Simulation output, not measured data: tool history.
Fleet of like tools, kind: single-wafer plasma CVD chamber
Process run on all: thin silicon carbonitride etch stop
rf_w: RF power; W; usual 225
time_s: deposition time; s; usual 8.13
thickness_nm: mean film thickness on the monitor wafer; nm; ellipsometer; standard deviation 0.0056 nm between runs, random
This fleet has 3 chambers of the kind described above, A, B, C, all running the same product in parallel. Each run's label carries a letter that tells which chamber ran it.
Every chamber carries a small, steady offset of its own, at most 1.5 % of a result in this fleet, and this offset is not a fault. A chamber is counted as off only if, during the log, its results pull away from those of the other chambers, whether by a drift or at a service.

| run | hour | rf_w | time_s | read-back reference wafer on the same gauge, thickness_nm | thickness_nm |
|---|---|---|---|---|---|
| 1B | 12.8 | 225 | 8.13 | 5.3285 | 4.7139 |
| 2C | 25.6 | 225 | 8.13 | 5.3277 | 4.8431 |
| 3A | 34.6 | 225 | 8.13 | 5.3287 | 4.7693 |
| 4C | 49.1 | 225 | 8.13 | 5.3271 | 4.8408 |
| 5B | 59.8 | 225 | 8.13 | 5.3266 | 4.7231 |
| 6A | 70.9 | 225 | 8.13 | 5.3251 | 4.7689 |
| 7B | 84 | 225 | 8.13 | 5.3234 | 4.7199 |
| 8A | 97.9 | 225 | 8.13 | 5.3239 | 4.7814 |
| 9C | 105.3 | 260 | 8.97 | 5.3243 | 5.5641 |
| 10C | 115.4 | 260 | 8.97 | 5.3225 | 5.5651 |
| 11B | 129.7 | 260 | 8.97 | 5.3211 | 5.4443 |
| 12A | 144.8 | 225 | 8.13 | 5.3207 | 4.764 |
| 13C | 159.4 | 225 | 8.13 | 5.3216 | 4.8328 |
| 14A | 167.1 | 225 | 8.13 | 5.3204 | 4.7651 |
| 15B | 178.4 | 225 | 8.13 | 5.3194 | 4.7232 |
| 16A | 194.3 | 225 | 8.13 | 5.3179 | 4.7636 |
| 17B | 209.3 | 225 | 8.13 | 5.3183 | 4.7207 |
| 18C | 223.9 | 225 | 8.13 | 5.3174 | 4.8186 |
| 19C | 231 | 225 | 9.65 | 5.3164 | 5.7214 |
| 20A | 240.1 | 225 | 9.65 | 5.315 | 5.6464 |
| 21B | 247.5 | 225 | 9.65 | 5.3138 | 5.5983 |
| 22B | 254.8 | 225 | 8.13 | 5.3134 | 4.7152 |
| 23C | 262.7 | 225 | 8.13 | 5.3143 | 4.827 |
| 24A | 271.4 | 225 | 8.13 | 5.3139 | 4.762 |
| 25C | 280.4 | 225 | 8.77 | 5.3129 | 5.2059 |
| 26A | 287.9 | 225 | 8.77 | 5.3134 | 5.1316 |
| 27B | 299.9 | 225 | 8.77 | 5.3102 | 5.0936 |
| 28B | 314.6 | 225 | 8.13 | 5.31 | 4.712 |
| 29C | 324.5 | 225 | 8.13 | 5.3109 | 4.814 |
| 30A | 334.2 | 225 | 8.13 | 5.3107 | 4.7522 |
| 31B | 344.7 | 255 | 9.67 | 5.3087 | 5.8151 |
| 32A | 352.1 | 255 | 9.67 | 5.3088 | 5.8794 |
| 33C | 364.4 | 255 | 9.67 | 5.3068 | 5.9338 |
| 34A | 375.5 | 225 | 8.13 | 5.3075 | 4.7548 |
| 35B | 385.8 | 225 | 8.13 | 5.3059 | 4.6993 |
| 36C | 397.8 | 225 | 8.13 | 5.305 | 4.8203 |

All chambers now run identical settings, listed one chamber a line with results as question marks. What results will each chamber show?
| 37A | 409.3 | 225 | 7.13 |  | ? |
| 37B | 409.3 | 225 | 7.13 |  | ? |
| 37C | 409.3 | 225 | 7.13 |  | ? |

| run | thickness_nm |
|---|---|
| 37A | 4.1674 |
| 37B | 4.1298 |
| 37C | 4.2268 |

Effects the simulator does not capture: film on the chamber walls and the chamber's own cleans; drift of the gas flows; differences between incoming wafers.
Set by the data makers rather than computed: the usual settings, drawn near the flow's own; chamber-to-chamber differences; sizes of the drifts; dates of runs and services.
